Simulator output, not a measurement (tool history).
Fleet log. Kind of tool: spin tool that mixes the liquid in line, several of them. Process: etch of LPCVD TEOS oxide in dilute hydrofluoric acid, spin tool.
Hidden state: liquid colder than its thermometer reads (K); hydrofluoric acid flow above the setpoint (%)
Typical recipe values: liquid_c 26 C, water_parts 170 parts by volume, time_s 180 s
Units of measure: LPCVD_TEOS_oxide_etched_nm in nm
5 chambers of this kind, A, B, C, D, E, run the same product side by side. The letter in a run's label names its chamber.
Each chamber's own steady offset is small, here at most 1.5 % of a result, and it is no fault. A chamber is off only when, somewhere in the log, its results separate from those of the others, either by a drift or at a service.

run	hour	liquid_c	water_parts	time_s	hours since the thermometer was replaced	hours since the hydrofluoric acid flow meter was replaced	read-back film thickness of the LPCVD TEOS oxide reference wafer, read on the same gauge (nm)	LPCVD_TEOS_oxide_etched_nm
1D	9	26	170	180	1041.9	859.2	150	34.48
2C	13.5	26	170	180	1663.1	470.3	149.99	34.315
3B	18.8	26	170	180	303	380.5	150.01	33.923
4A	24.6	26	170	180	276	405.3	150.01	34.515
5E	31.1	26	170	180	1069.4	115.3	150.01	34.779
6B	37.2	26	170	180	321.4	398.9	149.99	34.003
7D	41.3	23.5	170	280	1074.2	891.5	149.99	48.905
8C	46.1	23.5	170	280	1695.7	502.9	149.99	48.427
9E	52.7	23.5	170	280	1091	136.9	149.99	49.215
10A	59.8	23.5	170	280	311.2	440.5	149.98	48.922
11C	65.7	23.5	170	280	1715.3	522.5	149.98	48.581
12A	73.8	26	170	180	325.2	454.5	150	34.471
13B	78.1	26	170	180	362.3	439.8	149.99	34.092
14D	85.9	26	170	180	1118.8	936.1	149.98	34.412
15E	92.7	26	170	180	1131	176.9	149.99	34.783
16B	99.1	26	170	180	383.3	460.8	149.99	34.163
17D	108.2	24	170	180	1141.1	958.4	150	31.953
18A	114.6	24	170	180	366	495.3	150.01	32.047
19E	122.1	24	170	180	1160.4	206.3	150.01	32.267
20C	129.8	24	170	180	1779.4	586.6	149.99	31.744
21B	136.4	24	170	180	420.6	498.1	150.01	31.583
22E	145.4	26	170	180	1183.7	229.6	149.99	34.762
23D	152.7	26	170	180	1185.6	1002.9	150.01	34.466
24A	159.7	26	170	180	411.1	540.4	149.99	34.684
25C	163.9	26	170	180	1813.5	620.7	149.99	34.339
26B	172	26	170	180	456.2	533.7	150.01	34.071
27C	178.7	26	170	180	1828.3	635.5	149.99	34.274
28E	183	26	170	180	1221.3	267.2	150	34.734
29A	188.5	26	170	180	439.9	569.2	150	34.607
30D	193.6	26	170	180	1226.5	1043.8	150	34.459
31B	198.8	29.5	135	180	483	560.5	149.98	50.67
32D	203.5	29.5	135	180	1236.4	1053.7	149.99	51.498
33A	212.2	29.5	135	180	463.6	592.9	150.02	52.004

Predict what each chamber gives when all 5 of them run the settings below next.
34A	218.8	26	170	130				?
34B	218.8	26	170	130				?
34C	218.8	26	170	130				?
34D	218.8	26	170	130				?
34E	218.8	26	170	130				?

run	LPCVD_TEOS_oxide_etched_nm
34A	25.305
34B	24.733
34C	24.596
34D	24.953
34E	25.173
